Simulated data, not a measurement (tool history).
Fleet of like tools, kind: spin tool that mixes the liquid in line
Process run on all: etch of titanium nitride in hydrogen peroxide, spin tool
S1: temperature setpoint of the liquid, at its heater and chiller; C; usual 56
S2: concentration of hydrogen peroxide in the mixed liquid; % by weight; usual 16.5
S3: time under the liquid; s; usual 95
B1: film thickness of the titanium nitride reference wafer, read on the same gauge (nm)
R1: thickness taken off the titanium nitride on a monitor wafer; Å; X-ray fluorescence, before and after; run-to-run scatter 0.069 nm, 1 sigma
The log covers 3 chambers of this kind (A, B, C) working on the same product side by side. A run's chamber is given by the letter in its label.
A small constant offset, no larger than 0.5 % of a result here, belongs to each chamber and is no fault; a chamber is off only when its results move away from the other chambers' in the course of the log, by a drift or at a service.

run 1B day=0.408 | S1=56 S2=16.5 S3=95 | B1=100.000 | R1=111.49
run 2C day=0.742 | S1=56 S2=16.5 S3=95 | B1=99.993 | R1=112.32
run 3A day=1.067 | S1=56 S2=16.5 S3=95 | B1=100.010 | R1=111.52
run 4A day=1.462 | S1=56 S2=16.5 S3=95 | B1=100.020 | R1=112.15
run 5B day=1.850 | S1=56 S2=16.5 S3=95 | B1=100.010 | R1=113.21
run 6C day=2.308 | S1=56 S2=16.5 S3=95 | B1=99.964 | R1=112.55
run 7A day=2.558 | S1=56 S2=16.5 S3=95 | B1=100.010 | R1=113.41
run 8C day=3.050 | S1=56 S2=16.5 S3=95 | B1=99.982 | R1=113.26
run 9B day=3.517 | S1=56 S2=16.5 S3=95 | B1=99.962 | R1=113.33
run 10A day=4.004 | S1=56 S2=16.5 S3=95 | B1=100.010 | R1=112.35
run 11C day=4.362 | S1=56 S2=16.5 S3=95 | B1=100.000 | R1=112.95
run 12B day=4.750 | S1=56 S2=16.5 S3=95 | B1=99.992 | R1=113.20
run 13A day=5.308 | S1=56 S2=16.5 S3=95 | B1=100.020 | R1=112.57
run 14B day=5.558 | S1=56 S2=16.5 S3=95 | B1=100.020 | R1=113.27
run 15C day=6.104 | S1=56 S2=12.0 S3=95 | B1=99.973 | R1=104.10
run 16A day=6.604 | S1=56 S2=12.0 S3=95 | B1=99.993 | R1=106.47
run 17B day=7.096 | S1=56 S2=12.0 S3=95 | B1=99.957 | R1=104.67
run 18C day=7.346 | S1=56 S2=16.5 S3=95 | B1=99.982 | R1=112.10
run 19A day=7.704 | S1=56 S2=16.5 S3=95 | B1=100.000 | R1=112.43
run 20B day=7.967 | S1=56 S2=20.5 S3=95 | B1=99.973 | R1=117.64
run 21C day=8.275 | S1=56 S2=20.5 S3=95 | B1=99.994 | R1=118.26
run 22A day=8.538 | S1=56 S2=20.5 S3=95 | B1=100.020 | R1=117.48
run 23B day=8.838 | S1=56 S2=16.5 S3=95 | B1=99.997 | R1=112.51
run 24C day=9.362 | S1=56 S2=16.5 S3=95 | B1=100.000 | R1=112.39
run 25C day=9.829 | S1=56 S2=16.5 S3=95 | B1=100.020 | R1=112.91
run 26B day=10.154 | S1=56 S2=16.5 S3=95 | B1=100.010 | R1=112.20
run 27A day=10.704 | S1=56 S2=16.5 S3=95 | B1=100.010 | R1=110.56
run 28A day=11.183 | S1=56 S2=16.5 S3=95 | B1=100.010 | R1=112.40

Has any chamber moved away from the others, gradually or after a service, or does the common gauge drift, or do the chambers differ only by their own small steady offsets? State the chamber and the most likely cause if one applies.

Nothing is wrong: each chamber keeps only its own small, steady offset and the gauge holds still.
